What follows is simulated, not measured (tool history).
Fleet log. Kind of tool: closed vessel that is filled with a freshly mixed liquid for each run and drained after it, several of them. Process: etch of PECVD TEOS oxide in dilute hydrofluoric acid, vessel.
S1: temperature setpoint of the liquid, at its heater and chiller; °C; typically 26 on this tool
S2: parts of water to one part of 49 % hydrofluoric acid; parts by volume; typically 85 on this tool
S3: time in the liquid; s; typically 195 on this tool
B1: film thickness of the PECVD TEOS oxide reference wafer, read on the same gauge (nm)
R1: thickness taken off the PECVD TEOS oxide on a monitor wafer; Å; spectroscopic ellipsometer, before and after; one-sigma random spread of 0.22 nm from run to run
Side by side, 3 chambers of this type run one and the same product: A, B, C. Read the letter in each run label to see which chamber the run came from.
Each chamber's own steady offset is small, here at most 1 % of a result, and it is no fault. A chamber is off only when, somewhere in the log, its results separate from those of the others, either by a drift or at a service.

{"run": "1C", "hour": 4.9, "S1": 26, "S2": 85, "S3": 195, "B1": 110.02, "R1": 263.8}
{"run": "2A", "hour": 10.1, "S1": 26, "S2": 85, "S3": 195, "B1": 109.99, "R1": 261.98}
{"run": "3B", "hour": 17.9, "S1": 26, "S2": 85, "S3": 195, "B1": 110, "R1": 260.56}
{"run": "4C", "hour": 24.3, "S1": 26, "S2": 85, "S3": 195, "B1": 109.98, "R1": 266.85}
{"run": "5B", "hour": 30.8, "S1": 26, "S2": 85, "S3": 195, "B1": 109.98, "R1": 256.78}
{"run": "6A", "hour": 38.4, "S1": 26, "S2": 85, "S3": 195, "B1": 110.01, "R1": 263.4}
{"hour": 43.5, "done": "chamber A: hydrofluoric acid flow meter replaced"}
{"run": "7C", "hour": 44.6, "S1": 26, "S2": 85, "S3": 195, "B1": 110, "R1": 258.71}
{"run": "8B", "hour": 54.0, "S1": 26, "S2": 85, "S3": 195, "B1": 110.02, "R1": 259.05}
{"run": "9A", "hour": 60.6, "S1": 26, "S2": 85, "S3": 195, "B1": 109.97, "R1": 258.27}
{"run": "10C", "hour": 68.0, "S1": 26, "S2": 85, "S3": 195, "B1": 109.99, "R1": 260.09}
{"run": "11A", "hour": 76.6, "S1": 26, "S2": 85, "S3": 195, "B1": 110.01, "R1": 256.05}
{"run": "12B", "hour": 82.2, "S1": 26, "S2": 85, "S3": 195, "B1": 109.95, "R1": 261.33}
{"run": "13B", "hour": 87.8, "S1": 26, "S2": 85, "S3": 195, "B1": 109.99, "R1": 259.69}
{"run": "14C", "hour": 93.9, "S1": 26, "S2": 85, "S3": 195, "B1": 110, "R1": 260.65}
{"run": "15A", "hour": 101.0, "S1": 26, "S2": 85, "S3": 195, "B1": 109.98, "R1": 258.95}
{"run": "16C", "hour": 110.6, "S1": 26, "S2": 85, "S3": 195, "B1": 109.96, "R1": 263.52}
{"run": "17B", "hour": 119.8, "S1": 26, "S2": 85, "S3": 195, "B1": 109.99, "R1": 262.85}
{"run": "18A", "hour": 127.1, "S1": 26, "S2": 70, "S3": 195, "B1": 109.98, "R1": 307.52}
{"run": "19A", "hour": 135.7, "S1": 26, "S2": 70, "S3": 195, "B1": 109.99, "R1": 308.26}
{"run": "20B", "hour": 144.7, "S1": 26, "S2": 70, "S3": 195, "B1": 110, "R1": 325.14}
{"run": "21C", "hour": 152.0, "S1": 26, "S2": 85, "S3": 195, "B1": 109.99, "R1": 257.62}

Decide between three cases: one chamber stands off from its peers, the gauge reading all wafers drifts, or nothing is wrong past each chamber's small offset. Where a chamber is off, say which and what most likely put it there.

One chamber, A, drifts off from the rest bit by bit.
Cause: liquid colder than its thermometer reads (K) = 1.18.

Here are 4 candidates for chamber A's next run, each the usual settings with a change, their results left as question marks. Which one brings its results back in line with what the others give on the usual settings?
Allowed miss from the other chambers' usual-settings mean, per result, to count as in line: R1 7.7 Å
{"run": "22A-1", "hour": 159.0, "S1": 23.5, "S2": 85, "S3": 195, "R1": "?"}
{"run": "22A-2", "hour": 159.0, "S1": 28.5, "S2": 85, "S3": 195, "R1": "?"}
{"run": "22A-3", "hour": 159.0, "S1": 26, "S2": 85, "S3": 185, "R1": "?"}
{"run": "22A-4", "hour": 159.0, "S1": 26, "S2": 85, "S3": 205, "R1": "?"}

Mean of the other chambers on the usual settings: R1 261.62 Å
run=22A-1 R1=225.38
run=22A-2 R1=275.74
run=22A-3 R1=236.82
run=22A-4 R1=262.42
With 22A-4, the chamber falls back in line with the rest.

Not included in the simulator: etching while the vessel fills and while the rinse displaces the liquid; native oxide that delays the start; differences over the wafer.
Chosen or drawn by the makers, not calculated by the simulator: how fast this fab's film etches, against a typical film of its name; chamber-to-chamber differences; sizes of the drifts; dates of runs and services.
